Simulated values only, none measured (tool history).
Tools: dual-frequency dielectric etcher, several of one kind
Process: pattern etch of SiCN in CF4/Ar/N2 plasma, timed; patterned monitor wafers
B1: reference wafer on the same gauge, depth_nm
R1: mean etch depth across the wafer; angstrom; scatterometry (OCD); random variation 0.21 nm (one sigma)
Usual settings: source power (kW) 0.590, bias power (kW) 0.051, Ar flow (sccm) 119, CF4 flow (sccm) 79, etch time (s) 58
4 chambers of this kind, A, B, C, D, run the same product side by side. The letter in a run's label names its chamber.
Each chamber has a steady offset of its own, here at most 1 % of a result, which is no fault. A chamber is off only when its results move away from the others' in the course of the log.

Run 1D, hour 11.7: usual settings; B1 52.154. Result: R1 562.22 angstrom.
Run 2B, hour 18.9: usual settings; B1 52.088. Result: R1 560.09 angstrom.
Run 3A, hour 27.5: usual settings; B1 52.099. Result: R1 554.84 angstrom.
Run 4C, hour 34.7: usual settings; B1 52.081. Result: R1 562.88 angstrom.
Run 5B, hour 41.1: usual settings; B1 52.116. Result: R1 558.42 angstrom.
Run 6D, hour 52.2: usual settings; B1 52.096. Result: R1 564.78 angstrom.
Run 7C, hour 65.4: usual settings; B1 52.068. Result: R1 558.91 angstrom.
At hour 73.4: chamber A: wet clean of the chamber.
Run 8A, hour 77.4: usual settings but bias power (kW) 0.039; B1 52.100. Result: R1 517.90 angstrom.
Run 9C, hour 83.6: usual settings but bias power (kW) 0.039; B1 52.037. Result: R1 520.36 angstrom.
At hour 88.0: chamber B: Ar flow controller replaced.
Run 10B, hour 96.6: usual settings but bias power (kW) 0.039; B1 52.116. Result: R1 514.33 angstrom.
Run 11A, hour 103.4: usual settings but bias power (kW) 0.039; B1 52.141. Result: R1 515.54 angstrom.
Run 12D, hour 112.5: usual settings; B1 52.095. Result: R1 563.57 angstrom.
Run 13B, hour 124.5: usual settings but Ar flow (sccm) 94, CF4 flow (sccm) 62; B1 52.084. Result: R1 558.18 angstrom.
Run 14C, hour 130.8: usual settings but Ar flow (sccm) 94, CF4 flow (sccm) 62; B1 52.088. Result: R1 562.86 angstrom.
Run 15A, hour 139.7: usual settings but Ar flow (sccm) 94, CF4 flow (sccm) 62; B1 52.136. Result: R1 559.08 angstrom.
Run 16D, hour 148.0: usual settings but Ar flow (sccm) 94, CF4 flow (sccm) 62; B1 52.125. Result: R1 564.99 angstrom.
Run 17A, hour 159.6: usual settings; B1 52.112. Result: R1 557.69 angstrom.
Run 18D, hour 171.6: usual settings; B1 52.125. Result: R1 567.08 angstrom.
Run 19C, hour 184.7: usual settings but bias power (kW) 0.056, CF4 flow (sccm) 93; B1 52.106. Result: R1 597.94 angstrom.
Run 20B, hour 197.5: usual settings but bias power (kW) 0.056, CF4 flow (sccm) 93; B1 52.156. Result: R1 593.68 angstrom.
Run 21A, hour 210.6: usual settings but bias power (kW) 0.056, CF4 flow (sccm) 93; B1 52.127. Result: R1 589.74 angstrom.
Run 22C, hour 223.5: usual settings but bias power (kW) 0.056, CF4 flow (sccm) 93; B1 52.091. Result: R1 598.82 angstrom.
Run 23B, hour 234.5: usual settings but source power (kW) 0.690; B1 52.126. Result: R1 635.99 angstrom.
Run 24D, hour 244.2: usual settings but source power (kW) 0.690; B1 52.086. Result: R1 648.71 angstrom.
Run 25D, hour 254.1: usual settings but source power (kW) 0.690; B1 52.080. Result: R1 649.23 angstrom.
Run 26C, hour 264.0: usual settings but source power (kW) 0.690; B1 52.087. Result: R1 654.32 angstrom.
Run 27A, hour 275.2: usual settings; B1 52.114. Result: R1 557.69 angstrom.
Run 28B, hour 286.2: usual settings; B1 52.108. Result: R1 550.65 angstrom.
Run 29D, hour 292.6: usual settings; B1 52.126. Result: R1 565.06 angstrom.
Run 30C, hour 301.6: usual settings; B1 52.110. Result: R1 566.32 angstrom.
At hour 304.3: chamber C: wet clean of the chamber.
At hour 311.1: chamber A: CF4 flow controller replaced.
Run 31B, hour 314.9: usual settings; B1 52.066. Result: R1 553.42 angstrom.
Run 32A, hour 327.9: usual settings; B1 52.052. Result: R1 557.59 angstrom.
Run 33A, hour 339.9: usual settings; B1 52.091. Result: R1 558.36 angstrom.
Run 34C, hour 350.1: usual settings; B1 52.085. Result: R1 565.14 angstrom.
At hour 358.0: chamber D: wet clean of the chamber.
Run 35D, hour 362.2: usual settings; B1 52.083. Result: R1 569.01 angstrom.
Run 36B, hour 369.9: usual settings; B1 52.083. Result: R1 548.96 angstrom.
Run 37C, hour 379.7: usual settings; B1 52.037. Result: R1 564.42 angstrom.
Run 38A, hour 386.6: usual settings but Ar flow (sccm) 94, etch time (s) 67; B1 52.132. Result: R1 670.73 angstrom.
Run 39B, hour 393.6: usual settings but Ar flow (sccm) 94, etch time (s) 67; B1 52.133. Result: R1 658.91 angstrom.
Run 40D, hour 402.5: usual settings but Ar flow (sccm) 94, etch time (s) 67; B1 52.058. Result: R1 682.57 angstrom.
Run 41A, hour 413.6: usual settings but Ar flow (sccm) 94, etch time (s) 67; B1 52.117. Result: R1 669.78 angstrom.
Run 42C, hour 426.8: usual settings; B1 52.184. Result: R1 565.48 angstrom.

All 4 chambers run these settings next. Forecast each chamber's results:
Run 43A, hour 436.3: usual settings. Result: R1 ?.
Run 43B, hour 436.3: usual settings. Result: R1 ?.
Run 43C, hour 436.3: usual settings. Result: R1 ?.
Run 43D, hour 436.3: usual settings. Result: R1 ?.

run      R1
43A  559.48
43B  547.03
43C  563.26
43D  569.62

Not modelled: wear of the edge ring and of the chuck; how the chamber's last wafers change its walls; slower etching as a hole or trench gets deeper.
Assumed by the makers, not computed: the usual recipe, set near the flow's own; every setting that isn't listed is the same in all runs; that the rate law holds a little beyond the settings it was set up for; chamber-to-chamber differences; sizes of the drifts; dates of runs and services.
